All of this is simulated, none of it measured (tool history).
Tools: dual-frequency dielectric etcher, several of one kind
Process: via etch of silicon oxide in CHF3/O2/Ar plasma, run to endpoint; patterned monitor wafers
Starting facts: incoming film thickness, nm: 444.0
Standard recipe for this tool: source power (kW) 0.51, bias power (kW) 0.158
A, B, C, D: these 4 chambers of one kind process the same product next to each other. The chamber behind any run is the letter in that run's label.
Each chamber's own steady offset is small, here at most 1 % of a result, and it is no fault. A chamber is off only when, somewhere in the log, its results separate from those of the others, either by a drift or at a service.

run   hour  source power (kW)  bias power (kW)  hours since the last wet clean  hours since the last source power generator calibration  hours since the last bias power generator calibration  endpoint time (s)
 1D    7.5               0.51            0.158                            34.4                                                   1764.9                                                 1114.3             252.15
 2B     23               0.51            0.158                           403.8                                                   2451.4                                                 3136.9              250.7
 3C   35.6               0.51            0.158                           345.2                                                   1882.6                                                  432.8             251.07
 4A   51.9               0.51            0.158                           155.1                                                    685.6                                                  917.5             251.35
 5C   62.4               0.51            0.158                             372                                                   1909.4                                                  459.6             249.21
 6D   73.5               0.51            0.158                           100.4                                                   1830.9                                                 1180.3             251.55
        77  -- chamber C: wet clean of the chamber
 7B   84.1               0.51            0.158                           464.9                                                   2512.5                                                   3198             250.03
 8A     93               0.51            0.158                           196.2                                                    726.7                                                  958.6             252.29
 9B  107.6               0.51            0.133                           488.4                                                     2536                                                 3221.5             262.29
     121.7  -- chamber B: wet clean of the chamber
10D  122.6               0.51            0.133                           149.5                                                     1880                                                 1229.4             263.75
11A  131.5               0.51            0.133                           234.7                                                    765.2                                                  997.1             266.83
12C  145.2               0.51            0.133                            68.3                                                   1992.2                                                  542.4             267.24
13C  153.1               0.45            0.175                            76.2                                                   2000.1                                                  550.3             253.28
14B  164.5               0.45            0.175                            42.8                                                   2592.9                                                 3278.4             252.07
15D  178.5               0.45            0.175                           205.4                                                   1935.9                                                 1285.3             253.44
16A    192               0.45            0.175                           295.2                                                    825.7                                                 1057.6             254.97
17B    201               0.51            0.158                            79.3                                                   2629.4                                                 3314.9             249.51
18C  210.9               0.51            0.158                             134                                                   2057.9                                                  608.1             250.48
19D  221.1                0.4            0.158                             248                                                   1978.5                                                 1327.9             274.82
20A  230.1                0.4            0.158                           333.3                                                    863.8                                                 1095.7             275.37
21C    238                0.4            0.158                           161.1                                                     2085                                                  635.2              276.8
22D  253.1                0.4            0.158                             280                                                   2010.5                                                 1359.9             275.77
23A  266.1               0.55            0.158                           369.3                                                    899.8                                                 1131.7             244.18
24B  276.8               0.55            0.158                           155.1                                                   2705.2                                                 3390.7             240.65
25D  289.6               0.55            0.158                           316.5                                                     2047                                                 1396.4             244.15
26C  305.1               0.55            0.158                           228.2                                                   2152.1                                                  702.3             244.34
     305.2  -- chamber A: wet clean of the chamber
     310.9  -- chamber D: wet clean of the chamber
27B  318.8               0.51            0.158                           197.1                                                   2747.2                                                 3432.7              250.2
28A    335               0.51            0.158                            29.9                                                    968.7                                                 1200.6             261.16
29D  346.2               0.43            0.182                            35.4                                                   2103.6                                                   1453             256.83
30A  355.1               0.43            0.182                              50                                                    988.8                                                 1220.7             267.66
31B  371.5               0.43            0.182                           249.8                                                   2799.9                                                 3485.4              252.7
32C  383.1               0.43            0.182                           306.2                                                   2230.1                                                  780.3             255.82
33A  397.4               0.51            0.158                            92.3                                                   1031.1                                                   1263             263.98
34B  409.2               0.51            0.158                           287.5                                                   2837.6                                                 3523.1             249.46
35D    424               0.51            0.158                           113.2                                                   2181.4                                                 1530.8             251.59
36C  431.7               0.51            0.158                           354.8                                                   2278.7                                                  828.9             253.35
37C  446.2               0.51            0.158                           369.3                                                   2293.2                                                  843.4             250.84
38A  456.8               0.64            0.139                           151.7                                                   1090.5                                                 1322.4             251.17
39B  470.4               0.64            0.139                           348.7                                                   2898.8                                                 3584.3             237.58
40D  483.8               0.64            0.139                             173                                                   2241.2                                                 1590.6             240.47

Next, all 4 chambers run the settings below, one line each with question marks for the results. What does each chamber give?
41A  495.7               0.51            0.158                                                                                                                                                                  ?
41B  495.7               0.51            0.158                                                                                                                                                                  ?
41C  495.7               0.51            0.158                                                                                                                                                                  ?
41D  495.7               0.51            0.158                                                                                                                                                                  ?

run  endpoint time (s)
41A              262.6
41B             248.19
41C              250.5
41D             250.07

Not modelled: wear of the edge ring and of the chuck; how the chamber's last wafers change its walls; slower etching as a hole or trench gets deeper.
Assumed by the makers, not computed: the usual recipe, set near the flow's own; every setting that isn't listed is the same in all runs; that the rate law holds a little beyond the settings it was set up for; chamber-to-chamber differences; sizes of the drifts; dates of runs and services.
